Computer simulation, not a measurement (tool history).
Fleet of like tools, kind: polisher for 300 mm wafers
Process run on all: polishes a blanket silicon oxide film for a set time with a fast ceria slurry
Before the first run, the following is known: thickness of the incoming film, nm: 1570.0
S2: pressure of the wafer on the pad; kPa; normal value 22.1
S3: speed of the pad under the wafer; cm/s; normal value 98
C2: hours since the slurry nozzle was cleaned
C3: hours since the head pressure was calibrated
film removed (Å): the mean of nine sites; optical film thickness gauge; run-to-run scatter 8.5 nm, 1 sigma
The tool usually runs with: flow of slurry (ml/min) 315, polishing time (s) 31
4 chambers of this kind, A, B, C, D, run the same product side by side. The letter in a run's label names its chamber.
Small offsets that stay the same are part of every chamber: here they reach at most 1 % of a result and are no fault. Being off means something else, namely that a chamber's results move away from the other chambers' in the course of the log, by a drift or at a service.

At hour 7.4: chamber A: slurry nozzle cleaned.
Run 1D, hour 8.4: usual settings; wafers polished on this pad 120; C2 435.9; C3 78.3. Result: film removed (Å) 5918.4.
Run 2A, hour 13.5: usual settings; wafers polished on this pad 258; C2 6.1; C3 908.9. Result: film removed (Å) 5897.
At hour 18.4: chamber C: head pressure recalibrated.
Run 3B, hour 18.8: usual settings; wafers polished on this pad 189; C2 490.3; C3 544.8. Result: film removed (Å) 5758.3.
Run 4C, hour 25.6: usual settings; wafers polished on this pad 250; C2 40.1; C3 7.3. Result: film removed (Å) 5848.2.
Run 5A, hour 33.7: usual settings; wafers polished on this pad 448; C2 26.3; C3 929.1. Result: film removed (Å) 6030.1.
Run 6B, hour 41.2: usual settings; wafers polished on this pad 399; C2 512.7; C3 567.2. Result: film removed (Å) 5752.9.
Run 7D, hour 45.8: usual settings; wafers polished on this pad 471; C2 473.3; C3 115.7. Result: film removed (Å) 5839.6.
Run 8C, hour 50.7: usual settings; wafers polished on this pad 485; C2 65.2; C3 32.4. Result: film removed (Å) 5814.6.
Run 9D, hour 57.8: usual settings; wafers polished on this pad 583; C2 485.3; C3 127.7. Result: film removed (Å) 5818.
Run 10C, hour 66: usual settings but flow of slurry (ml/min) 260, S3 78 cm/s; wafers polished on this pad 629; C2 80.5; C3 47.7. Result: film removed (Å) 4482.8.
At hour 68.1: chamber B: worn pad replaced by a new one.
Run 11B, hour 72.2: usual settings but flow of slurry (ml/min) 260, S3 78 cm/s; wafers polished on this pad 39; C2 543.7; C3 598.2. Result: film removed (Å) 4544.3.
Run 12A, hour 78.9: usual settings but flow of slurry (ml/min) 260, S3 78 cm/s; wafers polished on this pad 871; C2 71.5; C3 974.3. Result: film removed (Å) 4579.4.
At hour 80.4: chamber A: head pressure recalibrated.
Run 13B, hour 85.2: usual settings but flow of slurry (ml/min) 260, S3 78 cm/s; wafers polished on this pad 161; C2 556.7; C3 611.2. Result: film removed (Å) 4592.3.
At hour 88.2: chamber D: worn pad replaced by a new one.
Run 14C, hour 92.7: usual settings; wafers polished on this pad 879; C2 107.2; C3 74.4. Result: film removed (Å) 5773.1.
Run 15A, hour 99.8: usual settings but S2 28.3 kPa, polishing time (s) 21; wafers polished on this pad 1067; C2 92.4; C3 19.5. Result: film removed (Å) 4584.1.
At hour 106: chamber C: worn pad replaced by a new one.
Run 16D, hour 107.1: usual settings but S2 28.3 kPa, polishing time (s) 21; wafers polished on this pad 177; C2 534.6; C3 177. Result: film removed (Å) 5230.1.
Run 17D, hour 115.1: usual settings but S2 28.3 kPa, polishing time (s) 21; wafers polished on this pad 252; C2 542.6; C3 185. Result: film removed (Å) 5015.2.
Run 18B, hour 121.4: usual settings but S2 28.3 kPa, polishing time (s) 21; wafers polished on this pad 500; C2 592.9; C3 647.4. Result: film removed (Å) 5126.
At hour 123.9: chamber A: worn pad replaced by a new one.
Run 19A, hour 129.5: usual settings but polishing time (s) 41; wafers polished on this pad 52; C2 122.1; C3 49.2. Result: film removed (Å) 6947.4.
At hour 130.9: chamber B: worn pad replaced by a new one.
Run 20C, hour 137.7: usual settings but polishing time (s) 41; wafers polished on this pad 298; C2 152.2; C3 119.4. Result: film removed (Å) 7816.5.
At hour 138.1: chamber D: slurry nozzle cleaned.
Run 21B, hour 142.3: usual settings but polishing time (s) 41; wafers polished on this pad 107; C2 613.8; C3 668.3. Result: film removed (Å) 7846.5.
Run 22A, hour 149.8: usual settings but polishing time (s) 41; wafers polished on this pad 243; C2 142.4; C3 69.5. Result: film removed (Å) 7030.2.
Run 23D, hour 157.8: usual settings; wafers polished on this pad 652; C2 19.7; C3 227.7. Result: film removed (Å) 5724.5.
Run 24C, hour 165.7: usual settings; wafers polished on this pad 560; C2 180.2; C3 147.4. Result: film removed (Å) 5875.
Run 25D, hour 172.8: usual settings; wafers polished on this pad 793; C2 34.7; C3 242.7. Result: film removed (Å) 5744.5.
At hour 175: chamber B: slurry nozzle cleaned.
Run 26C, hour 176.6: usual settings; wafers polished on this pad 662; C2 191.1; C3 158.3. Result: film removed (Å) 5916.5.
At hour 181.1: chamber D: worn pad replaced by a new one.
Run 27A, hour 183.4: usual settings; wafers polished on this pad 558; C2 176; C3 103.1. Result: film removed (Å) 5360.4.
At hour 187.8: chamber C: worn pad replaced by a new one.
Run 28B, hour 191.8: usual settings; wafers polished on this pad 571; C2 16.8; C3 717.8. Result: film removed (Å) 5885.7.
Run 29D, hour 197.9: usual settings; wafers polished on this pad 157; C2 59.8; C3 267.8. Result: film removed (Å) 5896.8.
Run 30C, hour 204.3: usual settings but flow of slurry (ml/min) 405, polishing time (s) 41; wafers polished on this pad 154; C2 218.8; C3 186. Result: film removed (Å) 7830.5.

Each of the 4 chambers runs these same settings next. Fill in every chamber's results:
Run 31A, hour 210.4: usual settings but S2 19.3 kPa. Result: film removed (Å) ?.
Run 31B, hour 210.4: usual settings but S2 19.3 kPa. Result: film removed (Å) ?.
Run 31C, hour 210.4: usual settings but S2 19.3 kPa. Result: film removed (Å) ?.
Run 31D, hour 210.4: usual settings but S2 19.3 kPa. Result: film removed (Å) ?.

run  film removed (Å)
31A            4669.3
31B            5025.3
31C            5069.6
31D            5049.5
